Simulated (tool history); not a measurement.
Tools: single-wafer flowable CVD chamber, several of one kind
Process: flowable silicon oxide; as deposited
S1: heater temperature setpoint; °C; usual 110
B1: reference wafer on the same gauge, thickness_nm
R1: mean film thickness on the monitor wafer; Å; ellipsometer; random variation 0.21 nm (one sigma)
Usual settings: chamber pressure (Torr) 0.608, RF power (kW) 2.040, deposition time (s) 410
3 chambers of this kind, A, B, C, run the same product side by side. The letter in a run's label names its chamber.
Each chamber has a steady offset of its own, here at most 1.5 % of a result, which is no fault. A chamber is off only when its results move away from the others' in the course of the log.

{"run": "1C", "day": 0.288, "S1": 110, "chamber pressure (Torr)": 0.608, "RF power (kW)": 2.04, "deposition time (s)": 410, "B1": 117.01, "R1": 1232.6}
{"run": "2B", "day": 0.562, "S1": 110, "chamber pressure (Torr)": 0.608, "RF power (kW)": 2.04, "deposition time (s)": 410, "B1": 117.08, "R1": 1234.6}
{"run": "3A", "day": 0.825, "S1": 110, "chamber pressure (Torr)": 0.608, "RF power (kW)": 2.04, "deposition time (s)": 410, "B1": 117.11, "R1": 1259.2}
{"run": "4B", "day": 1.079, "S1": 110, "chamber pressure (Torr)": 0.608, "RF power (kW)": 2.04, "deposition time (s)": 410, "B1": 117.14, "R1": 1235.5}
{"run": "5C", "day": 1.392, "S1": 110, "chamber pressure (Torr)": 0.608, "RF power (kW)": 2.04, "deposition time (s)": 410, "B1": 117.19, "R1": 1235.9}
{"run": "6A", "day": 1.688, "S1": 110, "chamber pressure (Torr)": 0.608, "RF power (kW)": 2.04, "deposition time (s)": 410, "B1": 117.28, "R1": 1257.1}
{"run": "7C", "day": 2.0, "S1": 110, "chamber pressure (Torr)": 0.608, "RF power (kW)": 2.04, "deposition time (s)": 410, "B1": 117.26, "R1": 1237.6}
{"run": "8A", "day": 2.354, "S1": 110, "chamber pressure (Torr)": 0.608, "RF power (kW)": 2.04, "deposition time (s)": 410, "B1": 117.31, "R1": 1262.7}
{"day": 2.446, "done": "chamber C: RF generator calibrated"}
{"run": "9B", "day": 2.662, "S1": 110, "chamber pressure (Torr)": 0.608, "RF power (kW)": 2.04, "deposition time (s)": 410, "B1": 117.35, "R1": 1238.5}
{"run": "10B", "day": 2.908, "S1": 110, "chamber pressure (Torr)": 0.608, "RF power (kW)": 2.04, "deposition time (s)": 410, "B1": 117.42, "R1": 1236.6}
{"run": "11C", "day": 3.188, "S1": 110, "chamber pressure (Torr)": 0.608, "RF power (kW)": 2.04, "deposition time (s)": 410, "B1": 117.44, "R1": 1237.1}
{"run": "12A", "day": 3.483, "S1": 110, "chamber pressure (Torr)": 0.608, "RF power (kW)": 2.04, "deposition time (s)": 410, "B1": 117.45, "R1": 1262.0}
{"run": "13A", "day": 3.717, "S1": 110, "chamber pressure (Torr)": 0.608, "RF power (kW)": 2.04, "deposition time (s)": 410, "B1": 117.48, "R1": 1261.8}
{"run": "14B", "day": 3.908, "S1": 110, "chamber pressure (Torr)": 0.608, "RF power (kW)": 2.04, "deposition time (s)": 410, "B1": 117.54, "R1": 1243.2}
{"run": "15C", "day": 4.15, "S1": 110, "chamber pressure (Torr)": 0.608, "RF power (kW)": 2.04, "deposition time (s)": 410, "B1": 117.52, "R1": 1239.5}
{"run": "16C", "day": 4.442, "S1": 110, "chamber pressure (Torr)": 0.608, "RF power (kW)": 2.04, "deposition time (s)": 410, "B1": 117.63, "R1": 1239.2}
{"run": "17B", "day": 4.642, "S1": 110, "chamber pressure (Torr)": 0.608, "RF power (kW)": 2.04, "deposition time (s)": 410, "B1": 117.61, "R1": 1237.1}
{"run": "18A", "day": 4.829, "S1": 110, "chamber pressure (Torr)": 0.608, "RF power (kW)": 2.04, "deposition time (s)": 410, "B1": 117.67, "R1": 1263.3}
{"run": "19C", "day": 5.071, "S1": 110, "chamber pressure (Torr)": 0.608, "RF power (kW)": 2.04, "deposition time (s)": 410, "B1": 117.67, "R1": 1242.6}
{"run": "20A", "day": 5.383, "S1": 110, "chamber pressure (Torr)": 0.608, "RF power (kW)": 2.04, "deposition time (s)": 410, "B1": 117.77, "R1": 1264.4}
{"run": "21B", "day": 5.746, "S1": 110, "chamber pressure (Torr)": 0.608, "RF power (kW)": 2.04, "deposition time (s)": 410, "B1": 117.78, "R1": 1242.1}

All 3 chambers run these settings next. Forecast each chamber's results:
{"run": "22A", "day": 6.004, "S1": 110, "chamber pressure (Torr)": 0.608, "RF power (kW)": 2.04, "deposition time (s)": 366, "R1": "?"}
{"run": "22B", "day": 6.004, "S1": 110, "chamber pressure (Torr)": 0.608, "RF power (kW)": 2.04, "deposition time (s)": 366, "R1": "?"}
{"run": "22C", "day": 6.004, "S1": 110, "chamber pressure (Torr)": 0.608, "RF power (kW)": 2.04, "deposition time (s)": 366, "R1": "?"}

run=22A R1=1128.5
run=22B R1=1109.5
run=22C R1=1106.4
